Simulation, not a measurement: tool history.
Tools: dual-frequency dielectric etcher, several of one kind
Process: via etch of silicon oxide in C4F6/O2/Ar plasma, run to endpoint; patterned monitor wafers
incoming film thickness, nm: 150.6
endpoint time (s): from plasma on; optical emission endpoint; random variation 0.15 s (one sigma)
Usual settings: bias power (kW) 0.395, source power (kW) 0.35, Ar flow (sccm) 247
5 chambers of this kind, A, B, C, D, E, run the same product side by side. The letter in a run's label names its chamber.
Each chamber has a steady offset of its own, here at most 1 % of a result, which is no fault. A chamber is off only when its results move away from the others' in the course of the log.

run   hour  bias power (kW)  source power (kW)  Ar flow (sccm)  hours since the last wet clean  hours since the last bias power generator calibration  hours since the last source power generator calibration  hours since the last Ar flow controller change  endpoint time (s)
 1D    3.9            0.395               0.35             247                            26.2                                                    870                                                   2196.7                                          4017.3             37.022
 2A    9.5            0.395               0.35             247                            66.9                                                   2488                                                    736.5                                          3210.9             37.248
 3B   13.4            0.395               0.35             247                           242.2                                                   1434                                                   2229.6                                           851.5             36.692
 4C   20.7            0.395               0.35             247                           338.7                                                   23.5                                                    901.5                                          1036.6             37.453
 5E   26.3            0.395               0.35             247                           324.2                                                   55.6                                                   3518.7                                          2428.6              37.02
 6A   32.3            0.345               0.35             270                            89.7                                                 2510.8                                                    759.3                                          3233.7             39.367
 7B   40.1            0.345               0.35             270                           268.9                                                 1460.7                                                   2256.3                                           878.2             38.902
 8C   47.3            0.345               0.35             270                           365.3                                                   50.1                                                    928.1                                          1063.2             39.535
 9E   53.2            0.345               0.35             270                           351.1                                                   82.5                                                   3545.6                                          2455.5             39.579
10D   61.1            0.345               0.35             270                            83.4                                                  927.2                                                   2253.9                                          4074.5             39.352
11B     68            0.395               0.35             247                           296.8                                                 1488.6                                                   2284.2                                           906.1             36.625
12E   74.6            0.395               0.35             247                           372.5                                                  103.9                                                     3567                                          2476.9             37.027
13D     80            0.395               0.35             247                           102.3                                                  946.1                                                   2272.8                                          4093.4             37.176
14C   87.1            0.395               0.35             247                           405.1                                                   89.9                                                    967.9                                            1103             37.479
15A     92            0.395               0.35             247                           149.4                                                 2570.5                                                      819                                          3293.4              37.49
16E   98.4            0.395               0.35             247                           396.3                                                  127.7                                                   3590.8                                          2500.7             37.028
17B  102.7            0.395               0.35             247                           331.5                                                 1523.3                                                   2318.9                                           940.8             36.718
18C  108.1            0.395               0.35             247                           426.1                                                  110.9                                                    988.9                                            1124             37.459
19D  114.2            0.395               0.35             247                           136.5                                                  980.3                                                     2307                                          4127.6             37.135
20A  120.6            0.395               0.35             247                             178                                                 2599.1                                                    847.6                                            3322              37.48
21D  128.8            0.395               0.35             247                           151.1                                                  994.9                                                   2321.6                                          4142.2             37.087
22B  135.6            0.395               0.35             247                           364.4                                                 1556.2                                                   2351.8                                           973.7             36.759
     140.9  -- chamber C: wet clean of the chamber
23E  141.8            0.395               0.35             247                           439.7                                                  171.1                                                   3634.2                                          2544.1             37.141
24A  147.5            0.345               0.35             247                           204.9                                                   2626                                                    874.5                                          3348.9              39.13
       149  -- chamber B: wet clean of the chamber
25C  153.4            0.345               0.35             247                            12.5                                                  156.2                                                   1034.2                                          1169.3             37.606
26A  159.1            0.345               0.35             247                           216.5                                                 2637.6                                                    886.1                                          3360.5             39.193
27D  167.5            0.345               0.35             247                           189.8                                                 1033.6                                                   2360.3                                          4180.9             38.984
28B  171.2            0.345               0.35             247                            22.2                                                 1591.8                                                   2387.4                                          1009.3              38.71
29E  176.2            0.395                0.4             304                           474.1                                                  205.5                                                   3668.6                                          2578.5             36.138
30C  183.7            0.395                0.4             304                            42.8                                                  186.5                                                   1064.5                                          1199.6             34.958
31D  189.2            0.395                0.4             304                           211.5                                                 1055.3                                                     2382                                          4202.6             36.073
32B  197.1            0.395                0.4             304                            48.1                                                 1617.7                                                   2413.3                                          1035.2             35.755
     201.2  -- chamber E: wet clean of the chamber
33C  204.9            0.395                0.4             304                              64                                                  207.7                                                   1085.7                                          1220.8              35.19
34A  210.9            0.318               0.35             291                           268.3                                                 2689.4                                                    937.9                                          3412.3              40.99
35E  216.8            0.318               0.35             291                            15.7                                                  246.1                                                   3709.2                                          2619.1             40.773
36C  220.7            0.318               0.35             291                            79.8                                                  223.5                                                   1101.5                                          1236.6             39.736
37A  224.9            0.318               0.35             291                           282.3                                                 2703.4                                                    951.9                                          3426.3              41.39
38D  229.7            0.318               0.35             291                             252                                                 1095.8                                                   2422.5                                          4243.1             40.555
39B  233.7            0.437               0.39             247                            84.7                                                 1654.3                                                   2449.9                                          1071.8             34.248

Is one chamber off against the others, does the gauge drift, or is nothing wrong? If a chamber is off, say which, and what the likeliest cause is.

A service left chamber C off against the others.
Cause: etch rate over this chamber's usual, % = 4.1.

Here are 4 candidates for chamber C's next run, each the usual settings with a change, their results left as question marks. Which one brings its results back in line with what the others give on the usual settings?
In line means no further than this from the other chambers' mean on the usual settings: endpoint time (s) 0.52
40C-1  239.9            0.395               0.35             176                                                                                                                                                                                                                  ?
40C-2  239.9            0.395               0.35             318                                                                                                                                                                                                                  ?
40C-3  239.9            0.395                0.3             257                                                                                                                                                                                                                  ?
40C-4  239.9            0.452               0.35             236                                                                                                                                                                                                                  ?

The other chambers' mean on the usual settings: endpoint time (s) 37.13
  run  endpoint time (s)
40C-1             34.662
40C-2             37.028
40C-3             38.258
40C-4             34.075
40C-2 brings the chamber back in line.
